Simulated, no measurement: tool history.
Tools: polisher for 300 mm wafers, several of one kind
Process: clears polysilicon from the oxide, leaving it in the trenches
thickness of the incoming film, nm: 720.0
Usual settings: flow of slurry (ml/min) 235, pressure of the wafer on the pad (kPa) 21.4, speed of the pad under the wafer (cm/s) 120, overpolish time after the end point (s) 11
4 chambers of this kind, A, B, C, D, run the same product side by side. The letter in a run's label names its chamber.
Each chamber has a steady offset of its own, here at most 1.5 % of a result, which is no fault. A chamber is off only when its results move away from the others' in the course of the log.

run   hour  flow of slurry (ml/min)  pressure of the wafer on the pad (kPa)  speed of the pad under the wafer (cm/s)  overpolish time after the end point (s)  time until the end point was called (s)  dishing of a wide line in a test structure (nm)
       2.4  -- chamber B: worn pad replaced by a new one
       4.5  -- chamber A: slurry nozzle cleaned
 1A   10.4                      235                                    21.4                                      120                                       11                                   39.136                                           56.438
 2C   20.9                      235                                    21.4                                      120                                       11                                   40.535                                           55.180
 3B   27.5                      235                                    21.4                                      120                                       11                                   40.632                                           57.361
 4D   37.0                      235                                    21.4                                      120                                       11                                   40.141                                           57.261
      37.3  -- chamber B: slurry nozzle cleaned
      39.8  -- chamber A: worn pad replaced by a new one
 5C   46.2                      270                                    21.4                                      120                                        9                                   39.938                                           52.595
 6D   51.0                      270                                    21.4                                      120                                        9                                   39.485                                           51.201
      57.2  -- chamber D: worn pad replaced by a new one
 7B   58.6                      270                                    21.4                                      120                                        9                                   39.126                                           53.361
      61.4  -- chamber D: slurry nozzle cleaned
 8A   66.1                      270                                    21.4                                      120                                        9                                   39.773                                           51.108
 9D   74.4                      235                                    21.4                                      120                                       11                                   40.855                                           56.302
10A   84.1                      235                                    21.4                                      120                                       16                                   40.259                                           58.774
      88.5  -- chamber C: worn pad replaced by a new one
11C   89.8                      235                                    21.4                                      120                                       16                                   40.131                                           58.605
12B   98.5                      235                                    21.4                                      120                                       16                                   41.596                                           56.926
13D  105.7                      235                                    21.4                                      120                                       16                                   41.781                                           57.662
14C  116.2                      235                                    21.4                                      120                                       11                                   40.919                                           54.329
15B  124.0                      235                                    21.4                                      120                                       11                                   40.227                                           56.615
16A  129.1                      235                                    21.4                                      120                                       11                                   40.700                                           56.204
17B  134.1                      235                                    21.4                                      120                                       11                                   40.378                                           54.359
     138.6  -- chamber B: worn pad replaced by a new one
18C  142.2                      235                                    21.4                                      120                                       11                                   40.484                                           54.787
19D  152.4                      235                                    21.4                                      120                                       11                                   44.542                                           55.693
20A  158.9                      235                                    21.4                                      120                                       11                                   40.409                                           55.145
21A  164.3                      235                                    21.4                                      120                                       11                                   40.443                                           55.493
22D  173.3                      235                                    21.4                                      120                                       11                                   45.170                                           53.183
23B  182.4                      235                                    21.4                                      120                                       11                                   40.143                                           55.988
24C  190.6                      235                                    21.4                                      120                                       11                                   40.661                                           58.364

What goes on in this fleet: one chamber off, a drifting gauge, or nothing beyond the chambers' own small offsets? Name the chamber and the cause, if any.

Chamber D drifts away from the others.
Cause: head's pressure below its setpoint, % = 12.7.
The log may not tell that from: removal rate lost through wear of the pad, %.

Here are 4 candidates for chamber D's next run, each the usual settings with a change, their results left as question marks. Which one brings its results back in line with what the others give on the usual settings?
In line means no further than this from the other chambers' mean on the usual settings: time until the end point was called (s) 1.900; dishing of a wide line in a test structure (nm) 4.400
25D-1  198.5                      235                                    22.8                                      128                                       10                                        ?                                                ?
25D-2  198.5                      235                                    20.0                                      112                                       12                                        ?                                                ?
25D-3  198.5                      235                                    22.1                                      122                                       11                                        ?                                                ?
25D-4  198.5                      235                                    20.7                                      118                                       11                                        ?                                                ?

The other chambers' mean on the usual settings: time until the end point was called (s) 40.624; dishing of a wide line in a test structure (nm) 55.432
  run  time until the end point was called (s)  dishing of a wide line in a test structure (nm)
25D-1                                   40.592                                           55.774
25D-2                                   52.653                                           55.043
25D-3                                   43.890                                           55.922
25D-4                                   48.348                                           55.026
25D-1 brings the chamber back in line.
